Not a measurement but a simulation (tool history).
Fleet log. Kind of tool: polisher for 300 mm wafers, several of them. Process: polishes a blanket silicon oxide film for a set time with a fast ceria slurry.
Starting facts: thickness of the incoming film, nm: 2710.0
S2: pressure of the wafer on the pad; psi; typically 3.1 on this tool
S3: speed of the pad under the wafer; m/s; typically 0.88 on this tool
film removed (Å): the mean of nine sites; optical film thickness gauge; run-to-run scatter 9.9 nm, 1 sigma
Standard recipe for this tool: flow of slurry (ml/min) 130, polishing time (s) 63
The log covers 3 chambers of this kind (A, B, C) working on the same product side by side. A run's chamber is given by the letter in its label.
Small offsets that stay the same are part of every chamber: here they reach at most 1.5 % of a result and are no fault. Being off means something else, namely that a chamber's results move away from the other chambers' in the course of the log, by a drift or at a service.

-- hour=4.1 chamber B: worn pad replaced by a new one
run 1B hour=4.1 | flow_of_slurry_(ml/min)=130 S2=3.1 S3=0.88 polishing_time_(s)=63 | film_removed_(Å)=10877.0
run 2A hour=8.0 | flow_of_slurry_(ml/min)=130 S2=3.1 S3=0.88 polishing_time_(s)=63 | film_removed_(Å)=10857.0
run 3C hour=12.4 | flow_of_slurry_(ml/min)=130 S2=3.1 S3=0.88 polishing_time_(s)=63 | film_removed_(Å)=10895.0
run 4C hour=17.8 | flow_of_slurry_(ml/min)=130 S2=3.1 S3=0.88 polishing_time_(s)=63 | film_removed_(Å)=10924.0
run 5B hour=22.5 | flow_of_slurry_(ml/min)=130 S2=3.1 S3=0.88 polishing_time_(s)=63 | film_removed_(Å)=10960.0
run 6A hour=26.0 | flow_of_slurry_(ml/min)=130 S2=3.1 S3=0.88 polishing_time_(s)=63 | film_removed_(Å)=10677.0
-- hour=26.4 chamber C: worn pad replaced by a new one
run 7B hour=29.1 | flow_of_slurry_(ml/min)=130 S2=3.1 S3=0.88 polishing_time_(s)=63 | film_removed_(Å)=10772.0
run 8C hour=35.8 | flow_of_slurry_(ml/min)=130 S2=3.1 S3=0.88 polishing_time_(s)=63 | film_removed_(Å)=10893.0
run 9A hour=42.3 | flow_of_slurry_(ml/min)=130 S2=3.1 S3=0.88 polishing_time_(s)=63 | film_removed_(Å)=10756.0
run 10C hour=45.5 | flow_of_slurry_(ml/min)=155 S2=3.1 S3=0.88 polishing_time_(s)=63 | film_removed_(Å)=11101.0
run 11A hour=50.0 | flow_of_slurry_(ml/min)=155 S2=3.1 S3=0.88 polishing_time_(s)=63 | film_removed_(Å)=11084.0
run 12B hour=54.3 | flow_of_slurry_(ml/min)=155 S2=3.1 S3=0.88 polishing_time_(s)=63 | film_removed_(Å)=11196.0
run 13A hour=59.4 | flow_of_slurry_(ml/min)=130 S2=3.1 S3=0.88 polishing_time_(s)=63 | film_removed_(Å)=10801.0
run 14C hour=65.5 | flow_of_slurry_(ml/min)=130 S2=3.1 S3=0.88 polishing_time_(s)=63 | film_removed_(Å)=10870.0
-- hour=67.0 chamber A: worn pad replaced by a new one
-- hour=68.3 chamber B: head pressure recalibrated
run 15B hour=70.7 | flow_of_slurry_(ml/min)=145 S2=3.1 S3=0.88 polishing_time_(s)=76 | film_removed_(Å)=14618.0
run 16A hour=76.4 | flow_of_slurry_(ml/min)=145 S2=3.1 S3=0.88 polishing_time_(s)=76 | film_removed_(Å)=13340.0
run 17B hour=83.3 | flow_of_slurry_(ml/min)=145 S2=3.1 S3=0.88 polishing_time_(s)=76 | film_removed_(Å)=14712.0
run 18C hour=90.2 | flow_of_slurry_(ml/min)=130 S2=3.1 S3=0.88 polishing_time_(s)=63 | film_removed_(Å)=10823.0
run 19B hour=95.5 | flow_of_slurry_(ml/min)=130 S2=3.1 S3=0.88 polishing_time_(s)=63 | film_removed_(Å)=11841.0
-- hour=96.5 chamber B: worn pad replaced by a new one
run 20A hour=98.6 | flow_of_slurry_(ml/min)=130 S2=3.1 S3=0.88 polishing_time_(s)=63 | film_removed_(Å)=10874.0
run 21C hour=102.6 | flow_of_slurry_(ml/min)=165 S2=3.1 S3=0.88 polishing_time_(s)=63 | film_removed_(Å)=11357.0
-- hour=104.6 chamber A: slurry nozzle cleaned
run 22B hour=109.2 | flow_of_slurry_(ml/min)=165 S2=3.1 S3=0.88 polishing_time_(s)=63 | film_removed_(Å)=12654.0
run 23C hour=113.8 | flow_of_slurry_(ml/min)=165 S2=3.1 S3=0.88 polishing_time_(s)=63 | film_removed_(Å)=11253.0
run 24A hour=117.2 | flow_of_slurry_(ml/min)=130 S2=3.1 S3=0.88 polishing_time_(s)=63 | film_removed_(Å)=10830.0
run 25C hour=120.5 | flow_of_slurry_(ml/min)=130 S2=3.1 S3=0.88 polishing_time_(s)=63 | film_removed_(Å)=10859.0
run 26A hour=124.2 | flow_of_slurry_(ml/min)=130 S2=3.1 S3=0.88 polishing_time_(s)=63 | film_removed_(Å)=10830.0
run 27B hour=129.1 | flow_of_slurry_(ml/min)=130 S2=2.5 S3=0.88 polishing_time_(s)=63 | film_removed_(Å)=9566.4
run 28C hour=135.8 | flow_of_slurry_(ml/min)=130 S2=2.5 S3=0.88 polishing_time_(s)=63 | film_removed_(Å)=8746.5
run 29A hour=139.0 | flow_of_slurry_(ml/min)=130 S2=2.5 S3=0.88 polishing_time_(s)=63 | film_removed_(Å)=8913.4
run 30B hour=143.9 | flow_of_slurry_(ml/min)=130 S2=3.1 S3=0.88 polishing_time_(s)=63 | film_removed_(Å)=12217.0
run 31A hour=149.3 | flow_of_slurry_(ml/min)=145 S2=3.1 S3=0.88 polishing_time_(s)=63 | film_removed_(Å)=11138.0

Decide between three cases: one chamber stands off from its peers, the gauge reading all wafers drifts, or nothing is wrong past each chamber's small offset. Where a chamber is off, say which and what most likely put it there.

Chamber B has stood off from the others ever since a service on it.
Likeliest cause: head's pressure above its setpoint, % = 10.1.

Which of the 4 candidates below, each the usual settings with something changed and its results left as question marks, puts chamber B back in line with what the other chambers give on the usual settings?
In line means no further than this from the other chambers' mean on the usual settings: film removed (Å) 340.0
run 32B-1 hour=154.2 | flow_of_slurry_(ml/min)=130 S2=3.3 S3=0.92 polishing_time_(s)=67 | film_removed_(Å)=?
run 32B-2 hour=154.2 | flow_of_slurry_(ml/min)=130 S2=3.3 S3=0.88 polishing_time_(s)=66 | film_removed_(Å)=?
run 32B-3 hour=154.2 | flow_of_slurry_(ml/min)=130 S2=3.0 S3=0.86 polishing_time_(s)=61 | film_removed_(Å)=?
run 32B-4 hour=154.2 | flow_of_slurry_(ml/min)=130 S2=3.1 S3=0.80 polishing_time_(s)=58 | film_removed_(Å)=?

The other chambers' mean on the usual settings: film removed (Å) 10843.0
run=32B-1 film_removed_(Å)=14131.0
run=32B-2 film_removed_(Å)=13306.0
run=32B-3 film_removed_(Å)=10907.0
run=32B-4 film_removed_(Å)=9962.1
32B-3 is the one that brings the chamber's results back in line with the other chambers.
